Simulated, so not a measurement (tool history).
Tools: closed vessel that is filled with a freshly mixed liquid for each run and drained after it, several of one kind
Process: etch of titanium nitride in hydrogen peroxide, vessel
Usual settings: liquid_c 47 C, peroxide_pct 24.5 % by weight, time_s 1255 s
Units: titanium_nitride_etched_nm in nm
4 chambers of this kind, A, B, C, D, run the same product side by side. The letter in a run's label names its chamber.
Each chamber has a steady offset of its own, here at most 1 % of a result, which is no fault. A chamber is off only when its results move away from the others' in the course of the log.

| run | hour | liquid_c | peroxide_pct | time_s | read-back film thickness of the titanium nitride reference wafer, read on the same gauge (nm) | titanium_nitride_etched_nm |
|---|---|---|---|---|---|---|
| 1B | 10.2 | 47 | 24.5 | 1255 | 69.970 | 46.799 |
|  | 19.7 | chamber D: thermometer replaced |
| 2A | 19.7 | 47 | 24.5 | 1255 | 69.955 | 46.392 |
| 3C | 31.3 | 47 | 24.5 | 1255 | 69.998 | 47.037 |
| 4D | 42.6 | 47 | 24.5 | 1255 | 70.036 | 46.816 |
|  | 46.3 | chamber A: new drum of peroxide connected |
| 5A | 54.1 | 47 | 29.0 | 1255 | 69.981 | 48.015 |
| 6C | 65.9 | 47 | 29.0 | 1255 | 69.952 | 48.945 |
| 7B | 71.4 | 47 | 29.0 | 1255 | 69.985 | 48.764 |
| 8D | 78.4 | 47 | 29.0 | 1255 | 69.957 | 48.877 |
| 9B | 87.2 | 47 | 24.5 | 1255 | 70.018 | 46.886 |
| 10D | 92.7 | 47 | 24.5 | 1255 | 69.974 | 47.375 |
| 11C | 100.3 | 47 | 24.5 | 1255 | 70.002 | 46.653 |
| 12A | 111.8 | 47 | 28.5 | 785 | 70.004 | 30.280 |
| 13B | 122.7 | 47 | 28.5 | 785 | 70.012 | 30.357 |
| 14D | 128.8 | 47 | 28.5 | 785 | 69.981 | 30.428 |
| 15A | 135.5 | 47 | 28.5 | 785 | 70.013 | 30.486 |
| 16C | 146.9 | 47 | 24.5 | 1255 | 70.004 | 46.517 |
| 17C | 158.5 | 47 | 24.5 | 1255 | 70.051 | 46.719 |
| 18D | 169.3 | 47 | 24.5 | 1255 | 70.001 | 47.117 |
| 19A | 178.8 | 47 | 20.0 | 655 | 69.988 | 23.929 |
| 20B | 186.1 | 47 | 20.0 | 655 | 70.023 | 23.358 |
| 21D | 192.7 | 47 | 20.0 | 655 | 70.001 | 23.691 |
| 22C | 203.5 | 47 | 20.0 | 655 | 69.974 | 23.271 |
| 23B | 213.7 | 47 | 24.5 | 870 | 69.975 | 32.739 |
| 24A | 219.9 | 47 | 24.5 | 870 | 69.996 | 33.675 |
|  | 222.1 | chamber D: new drum of peroxide connected |
| 25A | 231.6 | 47 | 24.5 | 870 | 70.000 | 34.335 |
| 26D | 240.7 | 47 | 24.5 | 870 | 69.997 | 32.761 |
| 27B | 247.6 | 47 | 24.5 | 1255 | 69.982 | 46.899 |
| 28C | 258.6 | 47 | 24.5 | 1255 | 69.983 | 46.821 |
| 29D | 269.3 | 47 | 24.5 | 1255 | 69.959 | 47.353 |
| 30C | 281.6 | 47 | 24.5 | 1255 | 69.958 | 46.698 |
| 31B | 291.3 | 47 | 24.5 | 1255 | 70.005 | 46.307 |

All 4 chambers run these settings next. Forecast each chamber's results:
| 32A | 300.2 | 47 | 24.5 | 1255 |  | ? |
| 32B | 300.2 | 47 | 24.5 | 1255 |  | ? |
| 32C | 300.2 | 47 | 24.5 | 1255 |  | ? |
| 32D | 300.2 | 47 | 24.5 | 1255 |  | ? |

| run | titanium_nitride_etched_nm |
|---|---|
| 32A | 51.431 |
| 32B | 46.345 |
| 32C | 46.853 |
| 32D | 47.118 |
